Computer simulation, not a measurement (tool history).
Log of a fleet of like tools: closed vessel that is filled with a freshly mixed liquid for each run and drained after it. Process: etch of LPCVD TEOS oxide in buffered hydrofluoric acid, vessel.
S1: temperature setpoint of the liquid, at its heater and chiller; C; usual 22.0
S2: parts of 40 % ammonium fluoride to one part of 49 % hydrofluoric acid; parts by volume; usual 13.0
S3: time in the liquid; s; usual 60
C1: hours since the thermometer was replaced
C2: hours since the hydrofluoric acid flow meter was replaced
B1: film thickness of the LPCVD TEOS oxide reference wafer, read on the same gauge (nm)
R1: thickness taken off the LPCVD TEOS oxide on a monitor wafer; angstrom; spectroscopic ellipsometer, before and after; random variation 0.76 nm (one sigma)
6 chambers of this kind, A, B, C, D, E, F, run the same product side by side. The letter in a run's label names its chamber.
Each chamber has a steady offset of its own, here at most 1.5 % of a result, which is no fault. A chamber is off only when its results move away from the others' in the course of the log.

run 1D hour=5.3 | S1=22.0 S2=13.0 S3=60 | C1=2221.5 C2=20.9 | B1=99.970 | R1=1050.40
run 2F hour=10.8 | S1=22.0 S2=13.0 S3=60 | C1=780.5 C2=73.4 | B1=99.961 | R1=1042.70
run 3B hour=19.0 | S1=22.0 S2=13.0 S3=60 | C1=588.7 C2=1021.5 | B1=100.020 | R1=1040.30
run 4C hour=28.7 | S1=22.0 S2=13.0 S3=60 | C1=393.9 C2=329.5 | B1=100.020 | R1=1050.20
run 5E hour=38.0 | S1=22.0 S2=13.0 S3=60 | C1=573.5 C2=557.9 | B1=99.978 | R1=1032.60
run 6A hour=46.9 | S1=22.0 S2=9.5 S3=30 | C1=2103.8 C2=915.4 | B1=100.010 | R1=701.77
run 7A hour=57.1 | S1=22.0 S2=9.5 S3=30 | C1=2114.0 C2=925.6 | B1=99.981 | R1=712.12
run 8E hour=64.2 | S1=22.0 S2=9.5 S3=30 | C1=599.7 C2=584.1 | B1=100.060 | R1=689.31
run 9D hour=70.7 | S1=22.0 S2=9.5 S3=30 | C1=2286.9 C2=86.3 | B1=100.020 | R1=706.72
run 10F hour=78.8 | S1=22.0 S2=9.5 S3=30 | C1=848.5 C2=141.4 | B1=100.040 | R1=699.99
run 11C hour=85.1 | S1=22.0 S2=9.5 S3=30 | C1=450.3 C2=385.9 | B1=99.956 | R1=689.80
run 12B hour=93.3 | S1=22.0 S2=13.0 S3=60 | C1=663.0 C2=1095.8 | B1=100.050 | R1=1043.80
run 13A hour=101.5 | S1=22.0 S2=13.0 S3=60 | C1=2158.4 C2=970.0 | B1=100.050 | R1=1066.20
run 14C hour=111.9 | S1=22.0 S2=13.0 S3=60 | C1=477.1 C2=412.7 | B1=100.020 | R1=1052.00
run 15D hour=121.2 | S1=22.0 S2=13.0 S3=60 | C1=2337.4 C2=136.8 | B1=100.000 | R1=1051.60
run 16F hour=131.3 | S1=22.0 S2=13.0 S3=60 | C1=901.0 C2=193.9 | B1=100.030 | R1=1041.50
run 17E hour=140.7 | S1=22.0 S2=13.0 S3=60 | C1=676.2 C2=660.6 | B1=99.915 | R1=1037.70
run 18B hour=148.0 | S1=22.0 S2=13.0 S3=60 | C1=717.7 C2=1150.5 | B1=100.070 | R1=1038.10
run 19F hour=155.7 | S1=22.0 S2=13.0 S3=60 | C1=925.4 C2=218.3 | B1=100.020 | R1=1033.40
run 20B hour=165.3 | S1=22.0 S2=13.0 S3=60 | C1=735.0 C2=1167.8 | B1=99.980 | R1=1044.10
run 21A hour=170.9 | S1=22.0 S2=13.0 S3=60 | C1=2227.8 C2=1039.4 | B1=100.020 | R1=1086.00
run 22E hour=176.5 | S1=22.0 S2=13.0 S3=60 | C1=712.0 C2=696.4 | B1=100.020 | R1=1025.50
-- hour=179.8 chamber A: thermometer replaced
run 23C hour=186.2 | S1=22.0 S2=13.0 S3=60 | C1=551.4 C2=487.0 | B1=99.996 | R1=1033.90
run 24D hour=195.8 | S1=22.0 S2=13.0 S3=60 | C1=2412.0 C2=211.4 | B1=100.070 | R1=1038.60
run 25D hour=206.2 | S1=22.0 S2=13.0 S3=60 | C1=2422.4 C2=221.8 | B1=99.997 | R1=1031.60
run 26E hour=215.8 | S1=22.0 S2=13.0 S3=60 | C1=751.3 C2=735.7 | B1=100.020 | R1=1034.70
run 27A hour=222.8 | S1=25.0 S2=13.0 S3=40 | C1=43.1 C2=1091.3 | B1=99.995 | R1=850.30
run 28C hour=232.4 | S1=25.0 S2=13.0 S3=40 | C1=597.6 C2=533.2 | B1=99.997 | R1=819.83
run 29B hour=239.4 | S1=25.0 S2=13.0 S3=40 | C1=809.1 C2=1241.9 | B1=99.989 | R1=817.60
run 30F hour=249.2 | S1=25.0 S2=13.0 S3=40 | C1=1018.9 C2=311.8 | B1=100.000 | R1=821.43
run 31C hour=254.6 | S1=25.0 S2=13.0 S3=40 | C1=619.8 C2=555.4 | B1=99.986 | R1=817.79
run 32A hour=264.0 | S1=25.0 S2=13.0 S3=40 | C1=84.3 C2=1132.5 | B1=99.998 | R1=861.73
run 33E hour=271.7 | S1=19.5 S2=13.0 S3=85 | C1=807.2 C2=791.6 | B1=99.993 | R1=1281.10
run 34B hour=279.9 | S1=19.5 S2=13.0 S3=85 | C1=849.6 C2=1282.4 | B1=99.988 | R1=1271.90
run 35F hour=289.6 | S1=19.5 S2=13.0 S3=85 | C1=1059.3 C2=352.2 | B1=100.040 | R1=1286.90
run 36D hour=297.4 | S1=19.5 S2=13.0 S3=85 | C1=2513.6 C2=313.0 | B1=99.977 | R1=1278.50
run 37B hour=305.0 | S1=19.5 S2=13.0 S3=85 | C1=874.7 C2=1307.5 | B1=99.942 | R1=1279.00
run 38E hour=310.6 | S1=19.5 S2=13.0 S3=85 | C1=846.1 C2=830.5 | B1=100.010 | R1=1273.90
run 39F hour=318.7 | S1=22.0 S2=13.0 S3=60 | C1=1088.4 C2=381.3 | B1=100.010 | R1=1025.00
run 40A hour=326.9 | S1=22.0 S2=13.0 S3=60 | C1=147.2 C2=1195.4 | B1=99.973 | R1=1103.40
run 41D hour=335.7 | S1=22.0 S2=16.5 S3=60 | C1=2551.9 C2=351.3 | B1=100.010 | R1=826.60
run 42C hour=342.1 | S1=22.0 S2=16.5 S3=60 | C1=707.3 C2=642.9 | B1=100.030 | R1=827.02

Is one chamber off against the others, does the gauge drift, or is nothing wrong? If a chamber is off, say which, and what the likeliest cause is.

Chamber A drifts away from the others.
Cause: hydrofluoric acid flow above the setpoint (%) = 5.49.

Here are 4 candidates for chamber A's next run, each the usual settings with a change, their results left as question marks. Which one brings its results back in line with what the others give on the usual settings?
In line means no further than this from the other chambers' mean on the usual settings: R1 26.00 angstrom
run 43A-1 hour=349.6 | S1=21.5 S2=13.0 S3=60 | R1=?
run 43A-2 hour=349.6 | S1=22.5 S2=12.5 S3=60 | R1=?
run 43A-3 hour=349.6 | S1=22.0 S2=14.0 S3=60 | R1=?
run 43A-4 hour=349.6 | S1=22.5 S2=13.0 S3=60 | R1=?

The other chambers' mean on the usual settings: R1 1039.40 angstrom
run=43A-1 R1=1080.50
run=43A-2 R1=1187.20
run=43A-3 R1=1031.90
run=43A-4 R1=1141.90
43A-3 brings the chamber back in line.
